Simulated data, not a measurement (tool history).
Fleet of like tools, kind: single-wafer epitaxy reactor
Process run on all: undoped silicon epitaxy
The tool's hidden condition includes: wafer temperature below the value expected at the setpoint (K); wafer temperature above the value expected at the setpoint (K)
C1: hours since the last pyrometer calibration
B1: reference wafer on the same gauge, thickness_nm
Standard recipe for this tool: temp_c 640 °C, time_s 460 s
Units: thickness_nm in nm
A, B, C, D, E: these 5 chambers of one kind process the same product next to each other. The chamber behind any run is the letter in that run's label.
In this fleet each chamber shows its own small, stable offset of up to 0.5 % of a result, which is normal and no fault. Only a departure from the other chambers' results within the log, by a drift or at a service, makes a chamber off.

{"run": "1B", "day": 0.442, "temp_c": 640, "time_s": 460, "C1": 2292.3, "B1": 66.811, "thickness_nm": 61.987}
{"run": "2C", "day": 0.879, "temp_c": 640, "time_s": 460, "C1": 656.1, "B1": 66.78, "thickness_nm": 62.295}
{"run": "3A", "day": 1.25, "temp_c": 640, "time_s": 460, "C1": 2332.7, "B1": 66.775, "thickness_nm": 62.168}
{"run": "4D", "day": 1.617, "temp_c": 640, "time_s": 460, "C1": 774.8, "B1": 66.851, "thickness_nm": 62.19}
{"run": "5E", "day": 2.079, "temp_c": 640, "time_s": 460, "C1": 1718.1, "B1": 66.818, "thickness_nm": 61.972}
{"run": "6B", "day": 2.35, "temp_c": 640, "time_s": 460, "C1": 2338.1, "B1": 66.848, "thickness_nm": 61.996}
{"run": "7D", "day": 2.658, "temp_c": 640, "time_s": 460, "C1": 799.8, "B1": 66.773, "thickness_nm": 62.119}
{"run": "8E", "day": 2.908, "temp_c": 640, "time_s": 460, "C1": 1738.0, "B1": 66.721, "thickness_nm": 61.6}
{"run": "9A", "day": 3.221, "temp_c": 640, "time_s": 460, "C1": 2380.0, "B1": 66.853, "thickness_nm": 62.056}
{"run": "10C", "day": 3.721, "temp_c": 640, "time_s": 460, "C1": 724.3, "B1": 66.775, "thickness_nm": 62.355}
{"run": "11A", "day": 4.158, "temp_c": 640, "time_s": 460, "C1": 2402.5, "B1": 66.882, "thickness_nm": 62.545}
{"run": "12C", "day": 4.521, "temp_c": 640, "time_s": 460, "C1": 743.5, "B1": 66.806, "thickness_nm": 61.711}
{"run": "13B", "day": 4.779, "temp_c": 628, "time_s": 395, "C1": 2396.4, "B1": 66.833, "thickness_nm": 40.512}
{"run": "14D", "day": 5.262, "temp_c": 628, "time_s": 395, "C1": 862.3, "B1": 66.822, "thickness_nm": 40.775}
{"run": "15E", "day": 5.712, "temp_c": 628, "time_s": 395, "C1": 1805.3, "B1": 66.818, "thickness_nm": 40.626}
{"run": "16E", "day": 6.125, "temp_c": 628, "time_s": 395, "C1": 1815.2, "B1": 66.765, "thickness_nm": 40.526}
{"run": "17B", "day": 6.442, "temp_c": 628, "time_s": 395, "C1": 2436.3, "B1": 66.78, "thickness_nm": 40.772}
{"run": "18A", "day": 6.888, "temp_c": 640, "time_s": 460, "C1": 2468.0, "B1": 66.79, "thickness_nm": 62.277}
{"day": 7.054, "done": "chamber C: pyrometer calibrated"}
{"run": "19C", "day": 7.296, "temp_c": 640, "time_s": 460, "C1": 5.9, "B1": 66.856, "thickness_nm": 58.817}
{"run": "20D", "day": 7.788, "temp_c": 640, "time_s": 460, "C1": 922.9, "B1": 66.8, "thickness_nm": 62.091}
{"run": "21D", "day": 8.1, "temp_c": 640, "time_s": 460, "C1": 930.4, "B1": 66.754, "thickness_nm": 62.586}
{"run": "22A", "day": 8.375, "temp_c": 640, "time_s": 460, "C1": 2503.7, "B1": 66.797, "thickness_nm": 61.951}
{"run": "23C", "day": 8.712, "temp_c": 650, "time_s": 460, "C1": 39.9, "B1": 66.86, "thickness_nm": 73.25}
{"day": 8.779, "done": "chamber A: pyrometer calibrated"}
{"run": "24B", "day": 9.212, "temp_c": 650, "time_s": 460, "C1": 2502.8, "B1": 66.837, "thickness_nm": 77.531}
{"run": "25E", "day": 9.621, "temp_c": 650, "time_s": 460, "C1": 1899.1, "B1": 66.822, "thickness_nm": 77.211}
{"run": "26C", "day": 9.883, "temp_c": 650, "time_s": 460, "C1": 68.0, "B1": 66.823, "thickness_nm": 73.151}
{"run": "27E", "day": 10.267, "temp_c": 650, "time_s": 460, "C1": 1914.6, "B1": 66.809, "thickness_nm": 77.743}
{"run": "28D", "day": 10.712, "temp_c": 640, "time_s": 460, "C1": 993.1, "B1": 66.801, "thickness_nm": 61.615}
{"run": "29B", "day": 11.092, "temp_c": 640, "time_s": 460, "C1": 2547.9, "B1": 66.775, "thickness_nm": 61.545}
{"run": "30A", "day": 11.571, "temp_c": 640, "time_s": 460, "C1": 67.0, "B1": 66.87, "thickness_nm": 62.39}
{"run": "31E", "day": 11.912, "temp_c": 640, "time_s": 460, "C1": 1954.1, "B1": 66.743, "thickness_nm": 61.81}
{"run": "32B", "day": 12.183, "temp_c": 640, "time_s": 460, "C1": 2574.1, "B1": 66.789, "thickness_nm": 62.024}
{"run": "33C", "day": 12.608, "temp_c": 640, "time_s": 410, "C1": 133.4, "B1": 66.84, "thickness_nm": 52.403}
{"day": 12.729, "done": "chamber B: pyrometer calibrated"}
{"run": "34D", "day": 12.904, "temp_c": 640, "time_s": 410, "C1": 1045.7, "B1": 66.844, "thickness_nm": 54.886}
{"run": "35A", "day": 13.371, "temp_c": 640, "time_s": 410, "C1": 110.2, "B1": 66.853, "thickness_nm": 55.579}
{"run": "36D", "day": 13.858, "temp_c": 640, "time_s": 410, "C1": 1068.6, "B1": 66.752, "thickness_nm": 55.163}
{"run": "37B", "day": 14.325, "temp_c": 640, "time_s": 410, "C1": 38.3, "B1": 66.741, "thickness_nm": 55.255}
{"run": "38E", "day": 14.712, "temp_c": 640, "time_s": 460, "C1": 2021.3, "B1": 66.768, "thickness_nm": 61.848}
{"run": "39A", "day": 15.071, "temp_c": 640, "time_s": 460, "C1": 151.0, "B1": 66.785, "thickness_nm": 62.608}
{"run": "40C", "day": 15.379, "temp_c": 640, "time_s": 460, "C1": 199.9, "B1": 66.788, "thickness_nm": 59.035}
{"run": "41A", "day": 15.696, "temp_c": 640, "time_s": 460, "C1": 166.0, "B1": 66.737, "thickness_nm": 62.393}
{"run": "42D", "day": 16.017, "temp_c": 640, "time_s": 460, "C1": 1120.4, "B1": 66.845, "thickness_nm": 62.267}
{"run": "43E", "day": 16.325, "temp_c": 640, "time_s": 460, "C1": 2060.0, "B1": 66.794, "thickness_nm": 62.102}
{"run": "44B", "day": 16.667, "temp_c": 650, "time_s": 460, "C1": 94.5, "B1": 66.765, "thickness_nm": 77.35}

One chamber off, gauge drift, or nothing amiss beyond the chambers' own small offsets? If it is a chamber, which one, and what is the likeliest cause?

After it was serviced, chamber C no longer matches the other chambers.
Cause: wafer temperature below the value expected at the setpoint (K) = 2.34.

Here are 4 candidates for chamber C's next run, each the usual settings with a change, their results left as question marks. Which one brings its results back in line with what the others give on the usual settings?
A result is in line if it is within this distance of the other chambers' mean on the usual settings: thickness_nm 0.880 nm
{"run": "45C-1", "day": 17.038, "temp_c": 642, "time_s": 466, "thickness_nm": "?"}
{"run": "45C-2", "day": 17.038, "temp_c": 640, "time_s": 436, "thickness_nm": "?"}
{"run": "45C-3", "day": 17.038, "temp_c": 640, "time_s": 415, "thickness_nm": "?"}
{"run": "45C-4", "day": 17.038, "temp_c": 643, "time_s": 473, "thickness_nm": "?"}

Other chambers, usual settings, mean: thickness_nm 62.077 nm
run=45C-1 thickness_nm=62.363
run=45C-2 thickness_nm=55.826
run=45C-3 thickness_nm=53.137
run=45C-4 thickness_nm=64.710
The answer is 45C-1, which returns the chamber to within the allowed miss of the others.
